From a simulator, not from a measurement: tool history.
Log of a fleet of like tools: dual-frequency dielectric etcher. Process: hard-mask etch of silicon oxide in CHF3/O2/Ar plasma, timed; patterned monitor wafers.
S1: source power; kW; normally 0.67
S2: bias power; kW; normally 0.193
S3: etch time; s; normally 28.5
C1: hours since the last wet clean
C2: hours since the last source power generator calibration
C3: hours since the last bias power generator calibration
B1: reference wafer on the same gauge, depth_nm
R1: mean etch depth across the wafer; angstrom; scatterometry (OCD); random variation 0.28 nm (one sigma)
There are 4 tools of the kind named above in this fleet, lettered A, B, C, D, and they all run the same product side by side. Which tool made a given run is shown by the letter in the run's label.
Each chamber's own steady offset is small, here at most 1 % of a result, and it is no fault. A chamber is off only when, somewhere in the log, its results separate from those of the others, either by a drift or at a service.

run 1B hour=9.3 | S1=0.67 S2=0.193 S3=28.5 | C1=92.3 C2=931.1 C3=3239.8 | B1=53.86 | R1=598.47
run 2A hour=25.6 | S1=0.67 S2=0.193 S3=28.5 | C1=368.2 C2=1175.7 C3=3597.7 | B1=53.882 | R1=605.55
run 3D hour=41.2 | S1=0.67 S2=0.193 S3=28.5 | C1=234.7 C2=1202.1 C3=4373 | B1=53.911 | R1=598.47
run 4C hour=53.4 | S1=0.67 S2=0.193 S3=28.5 | C1=235.9 C2=372 C3=1701.7 | B1=53.878 | R1=599.96
run 5B hour=65 | S1=0.67 S2=0.193 S3=28.5 | C1=148 C2=986.8 C3=3295.5 | B1=53.946 | R1=597.18
run 6C hour=76.1 | S1=0.67 S2=0.193 S3=28.5 | C1=258.6 C2=394.7 C3=1724.4 | B1=53.934 | R1=601.89
run 7D hour=86.2 | S1=0.67 S2=0.193 S3=28.5 | C1=279.7 C2=1247.1 C3=4418 | B1=53.882 | R1=598.94
run 8A hour=93.7 | S1=0.67 S2=0.193 S3=28.5 | C1=436.3 C2=1243.8 C3=3665.8 | B1=53.882 | R1=612.44
-- hour=102.1 chamber A: wet clean of the chamber
run 9C hour=109 | S1=0.67 S2=0.193 S3=28.5 | C1=291.5 C2=427.6 C3=1757.3 | B1=53.947 | R1=599.03
run 10D hour=121.3 | S1=0.67 S2=0.193 S3=28.5 | C1=314.8 C2=1282.2 C3=4453.1 | B1=53.876 | R1=600.49
run 11B hour=134.1 | S1=0.67 S2=0.193 S3=28.5 | C1=217.1 C2=1055.9 C3=3364.6 | B1=53.937 | R1=596.56
run 12A hour=142.3 | S1=0.67 S2=0.193 S3=28.5 | C1=40.2 C2=1292.4 C3=3714.4 | B1=53.901 | R1=601.92
-- hour=153.7 chamber D: bias power generator calibrated
run 13A hour=156.3 | S1=0.67 S2=0.193 S3=28.5 | C1=54.2 C2=1306.4 C3=3728.4 | B1=53.87 | R1=604.7
-- hour=160.9 chamber A: bias power generator calibrated
run 14D hour=171.2 | S1=0.67 S2=0.193 S3=28.5 | C1=364.7 C2=1332.1 C3=17.6 | B1=53.935 | R1=602.95
run 15C hour=182.1 | S1=0.67 S2=0.193 S3=28.5 | C1=364.6 C2=500.7 C3=1830.4 | B1=53.87 | R1=595.53
run 16B hour=192.4 | S1=0.78 S2=0.21 S3=28.5 | C1=275.4 C2=1114.2 C3=3422.9 | B1=53.898 | R1=660
run 17D hour=207.6 | S1=0.78 S2=0.21 S3=28.5 | C1=401.1 C2=1368.5 C3=54 | B1=53.845 | R1=657.85
run 18B hour=219.2 | S1=0.78 S2=0.21 S3=28.5 | C1=302.2 C2=1141 C3=3449.7 | B1=53.913 | R1=649.91
run 19A hour=231.2 | S1=0.78 S2=0.21 S3=28.5 | C1=129.1 C2=1381.3 C3=70.3 | B1=53.898 | R1=665.7
run 20C hour=244.7 | S1=0.67 S2=0.193 S3=28.5 | C1=427.2 C2=563.3 C3=1893 | B1=53.873 | R1=605.3
-- hour=248.6 chamber B: wet clean of the chamber
run 21C hour=253.5 | S1=0.67 S2=0.193 S3=28.5 | C1=436 C2=572.1 C3=1901.8 | B1=53.878 | R1=596.25
run 22A hour=268.5 | S1=0.67 S2=0.193 S3=28.5 | C1=166.4 C2=1418.6 C3=107.6 | B1=53.959 | R1=605.47
-- hour=269.1 chamber C: wet clean of the chamber
run 23B hour=278.5 | S1=0.67 S2=0.193 S3=28.5 | C1=30 C2=1200.3 C3=3509 | B1=53.928 | R1=601.41
run 24D hour=287.7 | S1=0.67 S2=0.193 S3=28.5 | C1=481.2 C2=1448.6 C3=134.1 | B1=53.952 | R1=605.87
run 25A hour=296.6 | S1=0.67 S2=0.193 S3=28.5 | C1=194.5 C2=1446.7 C3=135.7 | B1=53.897 | R1=609.75
run 26B hour=310.4 | S1=0.67 S2=0.193 S3=28.5 | C1=61.9 C2=1232.2 C3=3540.9 | B1=53.887 | R1=598.83
run 27D hour=323.2 | S1=0.67 S2=0.193 S3=28.5 | C1=516.7 C2=1484.1 C3=169.6 | B1=53.939 | R1=599.81
run 28C hour=330.8 | S1=0.67 S2=0.193 S3=28.5 | C1=61.7 C2=649.4 C3=1979.1 | B1=53.877 | R1=597.94
-- hour=335.3 chamber D: wet clean of the chamber
run 29B hour=344.5 | S1=0.67 S2=0.193 S3=28.5 | C1=96 C2=1266.3 C3=3575 | B1=53.955 | R1=599.91
run 30D hour=353.6 | S1=0.67 S2=0.193 S3=28.5 | C1=18.4 C2=1514.5 C3=200 | B1=53.928 | R1=598.23
run 31A hour=368.9 | S1=0.67 S2=0.193 S3=28.5 | C1=266.8 C2=1519 C3=208 | B1=53.855 | R1=605.09
run 32C hour=380 | S1=0.67 S2=0.193 S3=28.5 | C1=110.9 C2=698.6 C3=2028.3 | B1=53.913 | R1=597.64
run 33C hour=389 | S1=0.67 S2=0.193 S3=28.5 | C1=119.9 C2=707.6 C3=2037.3 | B1=53.945 | R1=597.71

Decide between three cases: one chamber stands off from its peers, the gauge reading all wafers drifts, or nothing is wrong past each chamber's small offset. Where a chamber is off, say which and what most likely put it there.

Beyond each chamber's small constant offset nothing stands out, and the gauge stays steady.

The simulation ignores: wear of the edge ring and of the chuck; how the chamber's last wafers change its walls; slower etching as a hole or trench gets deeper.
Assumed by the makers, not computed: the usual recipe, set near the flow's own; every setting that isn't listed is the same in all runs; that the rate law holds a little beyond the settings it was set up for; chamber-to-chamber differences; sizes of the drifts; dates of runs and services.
